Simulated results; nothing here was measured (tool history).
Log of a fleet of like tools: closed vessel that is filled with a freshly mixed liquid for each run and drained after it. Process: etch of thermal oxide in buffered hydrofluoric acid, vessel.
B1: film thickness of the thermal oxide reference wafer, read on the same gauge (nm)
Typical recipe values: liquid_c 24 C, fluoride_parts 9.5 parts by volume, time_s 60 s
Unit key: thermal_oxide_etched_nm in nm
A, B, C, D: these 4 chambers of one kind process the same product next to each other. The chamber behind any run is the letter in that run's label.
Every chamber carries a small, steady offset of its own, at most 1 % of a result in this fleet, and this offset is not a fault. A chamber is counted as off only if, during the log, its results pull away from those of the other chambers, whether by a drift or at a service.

Run 1D, hour 7.4: usual settings; B1 90.042. Result: thermal_oxide_etched_nm 68.929 nm.
Run 2C, hour 14.3: usual settings; B1 90.014. Result: thermal_oxide_etched_nm 68.305 nm.
Run 3A, hour 20.9: usual settings; B1 89.965. Result: thermal_oxide_etched_nm 68.74 nm.
Run 4B, hour 27.3: usual settings; B1 90.022. Result: thermal_oxide_etched_nm 68.643 nm.
Run 5B, hour 37.8: usual settings; B1 90.025. Result: thermal_oxide_etched_nm 68.008 nm.
Run 6D, hour 44: usual settings; B1 90.013. Result: thermal_oxide_etched_nm 69.12 nm.
Run 7A, hour 53.3: usual settings; B1 90.004. Result: thermal_oxide_etched_nm 68.953 nm.
Run 8C, hour 63.5: usual settings; B1 89.988. Result: thermal_oxide_etched_nm 68.137 nm.
Run 9A, hour 72.8: usual settings; B1 89.989. Result: thermal_oxide_etched_nm 69.016 nm.
Run 10C, hour 82.8: usual settings; B1 90.026. Result: thermal_oxide_etched_nm 67.952 nm.
Run 11D, hour 90: usual settings; B1 90.025. Result: thermal_oxide_etched_nm 68.711 nm.
Run 12B, hour 96.5: usual settings; B1 89.999. Result: thermal_oxide_etched_nm 68.671 nm.
Run 13D, hour 106.9: usual settings; B1 89.993. Result: thermal_oxide_etched_nm 69.161 nm.
Run 14B, hour 116.1: usual settings; B1 89.998. Result: thermal_oxide_etched_nm 68.448 nm.
Run 15C, hour 122.5: usual settings; B1 90.013. Result: thermal_oxide_etched_nm 68.259 nm.
At hour 127.1: chamber C: hydrofluoric acid flow meter replaced.
Run 16A, hour 129.1: usual settings; B1 89.999. Result: thermal_oxide_etched_nm 68.282 nm.
Run 17C, hour 138.3: usual settings; B1 90.022. Result: thermal_oxide_etched_nm 67.938 nm.
Run 18A, hour 148.7: usual settings; B1 90.015. Result: thermal_oxide_etched_nm 68.652 nm.
Run 19B, hour 156.5: usual settings but fluoride_parts 12 parts by volume; B1 90.012. Result: thermal_oxide_etched_nm 55.686 nm.
Run 20D, hour 166.4: usual settings but fluoride_parts 12 parts by volume; B1 90.011. Result: thermal_oxide_etched_nm 54.893 nm.
Run 21B, hour 171.1: usual settings but fluoride_parts 12 parts by volume; B1 90.01. Result: thermal_oxide_etched_nm 55.743 nm.
Run 22A, hour 177.5: usual settings but fluoride_parts 12 parts by volume; B1 90.01. Result: thermal_oxide_etched_nm 55.464 nm.
Run 23C, hour 184.2: usual settings; B1 90. Result: thermal_oxide_etched_nm 68.932 nm.
Run 24D, hour 191.6: usual settings but liquid_c 22 C; B1 89.989. Result: thermal_oxide_etched_nm 60.729 nm.
Run 25B, hour 201.9: usual settings but liquid_c 22 C; B1 89.981. Result: thermal_oxide_etched_nm 60.92 nm.
Run 26A, hour 206.7: usual settings but liquid_c 22 C; B1 90.01. Result: thermal_oxide_etched_nm 60.847 nm.
Run 27D, hour 214.7: usual settings but liquid_c 22 C; B1 89.992. Result: thermal_oxide_etched_nm 60.831 nm.
Run 28C, hour 224.1: usual settings; B1 89.983. Result: thermal_oxide_etched_nm 68.595 nm.
Run 29D, hour 232.8: usual settings; B1 89.991. Result: thermal_oxide_etched_nm 67.937 nm.
Run 30B, hour 238.7: usual settings; B1 89.992. Result: thermal_oxide_etched_nm 68.399 nm.
At hour 248.1: chamber B: hydrofluoric acid flow meter replaced.
Run 31C, hour 248.3: usual settings; B1 90.026. Result: thermal_oxide_etched_nm 68.354 nm.
Run 32A, hour 257.7: usual settings; B1 90.025. Result: thermal_oxide_etched_nm 68.556 nm.
Run 33B, hour 263.9: usual settings; B1 89.974. Result: thermal_oxide_etched_nm 68.438 nm.
Run 34C, hour 272.9: usual settings; B1 89.979. Result: thermal_oxide_etched_nm 68.746 nm.
Run 35D, hour 280.4: usual settings but fluoride_parts 12.5 parts by volume; B1 89.971. Result: thermal_oxide_etched_nm 51.788 nm.
Run 36A, hour 285.6: usual settings but fluoride_parts 12.5 parts by volume; B1 90.036. Result: thermal_oxide_etched_nm 52.739 nm.
Run 37C, hour 291.3: usual settings but fluoride_parts 12.5 parts by volume; B1 90.013. Result: thermal_oxide_etched_nm 52.898 nm.
Run 38B, hour 296.7: usual settings but fluoride_parts 12.5 parts by volume; B1 89.984. Result: thermal_oxide_etched_nm 53.239 nm.
Run 39A, hour 301.9: usual settings; B1 90.017. Result: thermal_oxide_etched_nm 68.47 nm.
Run 40D, hour 310.1: usual settings; B1 89.988. Result: thermal_oxide_etched_nm 66.43 nm.
Run 41C, hour 316.9: usual settings; B1 90.015. Result: thermal_oxide_etched_nm 68.352 nm.
Run 42A, hour 323: usual settings; B1 89.99. Result: thermal_oxide_etched_nm 68.287 nm.
Run 43B, hour 329.2: usual settings; B1 89.976. Result: thermal_oxide_etched_nm 68.192 nm.

What goes on in this fleet: one chamber off, a drifting gauge, or nothing beyond the chambers' own small offsets? Name the chamber and the cause, if any.

One chamber, D, drifts off from the rest bit by bit.
Likeliest cause: hydrofluoric acid flow below the setpoint (%) = 5.39.
With only this log, it may be confused with: liquid colder than its thermometer reads (K).

Here are 4 candidates for chamber D's next run, each the usual settings with a change, their results left as question marks. Which one brings its results back in line with what the others give on the usual settings?
A result is in line if it is within this distance of the other chambers' mean on the usual settings: thermal_oxide_etched_nm 1.1 nm
Run 44D-1, hour 336.7: usual settings but liquid_c 24.5 C, fluoride_parts 9 parts by volume. Result: thermal_oxide_etched_nm ?.
Run 44D-2, hour 336.7: usual settings but liquid_c 23.5 C. Result: thermal_oxide_etched_nm ?.
Run 44D-3, hour 336.7: usual settings but fluoride_parts 10 parts by volume. Result: thermal_oxide_etched_nm ?.
Run 44D-4, hour 336.7: usual settings but liquid_c 24.5 C. Result: thermal_oxide_etched_nm ?.

What the other chambers average on the usual settings: thermal_oxide_etched_nm 68.402 nm
  run  thermal_oxide_etched_nm
44D-1                   70.988
44D-2                    64.88
44D-3                   63.433
44D-4                   68.516
44D-4 is the one that brings the chamber's results back in line with the other chambers.

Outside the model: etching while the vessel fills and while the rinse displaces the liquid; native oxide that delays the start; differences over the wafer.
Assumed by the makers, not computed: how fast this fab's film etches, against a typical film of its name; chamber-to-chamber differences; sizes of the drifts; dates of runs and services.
